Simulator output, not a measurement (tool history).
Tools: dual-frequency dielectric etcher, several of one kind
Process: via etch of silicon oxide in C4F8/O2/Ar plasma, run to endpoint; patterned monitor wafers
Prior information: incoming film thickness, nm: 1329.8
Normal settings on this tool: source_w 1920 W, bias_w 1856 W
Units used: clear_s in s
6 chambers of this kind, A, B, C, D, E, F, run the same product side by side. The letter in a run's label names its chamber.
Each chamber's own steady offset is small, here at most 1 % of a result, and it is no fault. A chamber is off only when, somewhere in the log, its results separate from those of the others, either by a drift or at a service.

run,day,source_w,bias_w,hours since the last wet clean,hours since the last source power generator calibration,hours since the last bias power generator calibration,clear_s
1B,0.238,1920,1856,237.0,2183.4,236.2,272.61
2A,0.567,1920,1856,374.9,270.7,1322.8,273.18
3C,1.029,1920,1856,230.7,1624.6,3641.2,271.78
4F,1.258,1920,1856,228.1,217.2,110.7,272.74
5D,1.746,1920,1856,260.3,1739.0,3461.8,273.98
6E,2.188,2340,2310,76.6,341.6,2460.6,237.60
7F,2.471,2340,2310,257.2,246.3,139.8,236.23
8D,2.875,2340,2310,287.4,1766.1,3488.9,238.10
9A,3.225,2340,2310,438.7,334.5,1386.6,237.27
10B,3.625,2340,2310,318.3,2264.7,317.5,236.53
11C,3.962,2340,2310,301.1,1695.0,3711.6,235.73
12E,4.250,1920,1856,126.1,391.1,2510.1,273.50
13A,4.508,1920,1856,469.5,365.3,1417.4,274.43
14C,4.958,1920,1856,325.0,1718.9,3735.5,272.20
15F,5.446,1540,1856,328.6,317.7,211.2,296.34
# day 5.612: chamber D: wet clean of the chamber
16B,5.938,1540,1856,373.8,2320.2,373.0,298.30
17D,6.346,1540,1856,17.6,1849.4,3572.2,299.79
18E,6.779,1540,1856,186.8,451.8,2570.8,299.89
19A,7.175,1540,1856,533.5,429.3,1481.4,296.92
# day 7.183: chamber A: wet clean of the chamber
20E,7.658,1540,1856,207.9,472.9,2591.9,299.11
# day 7.825: chamber C: wet clean of the chamber
21F,8.025,1920,1856,390.5,379.6,273.1,272.43
22C,8.250,1920,1856,10.2,1797.9,3814.5,270.46
23B,8.542,1640,2244,436.3,2382.7,435.5,275.64
24D,8.858,1640,2244,77.9,1909.7,3632.5,276.99
25B,9.150,1640,2244,450.9,2397.3,450.1,272.60
26F,9.396,1640,2244,423.4,412.5,306.0,275.33
27C,9.696,1640,2244,44.9,1832.6,3849.2,274.62
28E,10.192,1640,2244,268.7,533.7,2652.7,275.20
29A,10.533,2350,1856,80.5,509.9,1562.0,252.73
30D,10.892,2350,1856,126.7,1958.5,3681.3,251.72
31C,11.129,2350,1856,79.3,1867.0,3883.6,250.27
32E,11.558,2350,1856,301.5,566.5,2685.5,252.82
# day 11.754: chamber B: wet clean of the chamber
33D,12.038,2350,1856,154.2,1986.0,3708.8,250.97
34B,12.479,2350,1856,17.4,2477.2,530.0,251.09
35F,12.983,1920,1856,509.5,498.6,392.1,273.77
36A,13.492,1920,1856,151.5,580.9,1633.0,274.47

All chambers now run identical settings, listed one chamber a line with results as question marks. What results will each chamber show?
37A,13.858,1610,1856,,,,?
37B,13.858,1610,1856,,,,?
37C,13.858,1610,1856,,,,?
37D,13.858,1610,1856,,,,?
37E,13.858,1610,1856,,,,?
37F,13.858,1610,1856,,,,?

run,clear_s
37A,293.07
37B,292.12
37C,292.60
37D,294.46
37E,293.33
37F,291.14
